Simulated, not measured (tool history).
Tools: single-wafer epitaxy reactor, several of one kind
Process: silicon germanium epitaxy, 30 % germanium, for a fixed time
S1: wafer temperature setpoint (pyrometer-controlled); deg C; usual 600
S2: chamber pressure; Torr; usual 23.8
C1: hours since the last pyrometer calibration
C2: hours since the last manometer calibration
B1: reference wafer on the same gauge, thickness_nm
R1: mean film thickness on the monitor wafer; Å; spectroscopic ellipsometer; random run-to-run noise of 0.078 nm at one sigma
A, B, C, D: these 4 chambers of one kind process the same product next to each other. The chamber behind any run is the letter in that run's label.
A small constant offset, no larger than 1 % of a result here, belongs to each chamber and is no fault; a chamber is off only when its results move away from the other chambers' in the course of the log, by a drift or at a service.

run,hour,S1,S2,C1,C2,B1,R1
# hour 4.0: chamber C: pyrometer calibrated
1C,16.2,600,23.8,12.2,1147.0,62.571,635.27
2B,26.4,600,23.8,552.0,871.4,62.564,637.73
3A,33.4,600,23.8,166.4,1689.5,62.564,637.45
4D,46.4,600,23.8,520.4,182.9,62.556,631.74
5D,55.9,600,23.8,529.9,192.4,62.540,632.42
6A,66.9,600,23.8,199.9,1723.0,62.533,636.58
7C,80.9,600,23.8,76.9,1211.7,62.508,633.59
8B,92.6,600,23.8,618.2,937.6,62.511,636.68
9B,103.0,600,23.8,628.6,948.0,62.496,636.79
10A,116.2,600,23.8,249.2,1772.3,62.454,636.08
11D,129.7,600,23.8,603.7,266.2,62.461,631.07
12C,144.9,600,23.8,140.9,1275.7,62.429,631.60
13C,155.2,600,23.8,151.2,1286.0,62.414,632.74
14B,170.3,600,23.8,695.9,1015.3,62.422,637.50
15A,186.5,600,23.8,319.5,1842.6,62.375,635.08
16D,194.5,600,23.8,668.5,331.0,62.372,628.92
17C,205.6,600,23.8,201.6,1336.4,62.384,632.66
18B,214.1,600,23.8,739.7,1059.1,62.357,634.23
19A,221.6,600,23.8,354.6,1877.7,62.358,634.90
20D,234.7,600,23.8,708.7,371.2,62.337,628.89
21D,246.2,600,23.8,720.2,382.7,62.331,628.73
22C,255.5,600,23.8,251.5,1386.3,62.330,632.69
23A,267.9,600,23.8,400.9,1924.0,62.300,636.22
24B,280.3,600,23.8,805.9,1125.3,62.306,632.89

All 4 chambers run these settings next. Forecast each chamber's results:
25A,291.9,600,23.8,,,,?
25B,291.9,600,23.8,,,,?
25C,291.9,600,23.8,,,,?
25D,291.9,600,23.8,,,,?

run,R1
25A,632.65
25B,634.58
25C,630.78
25D,630.56
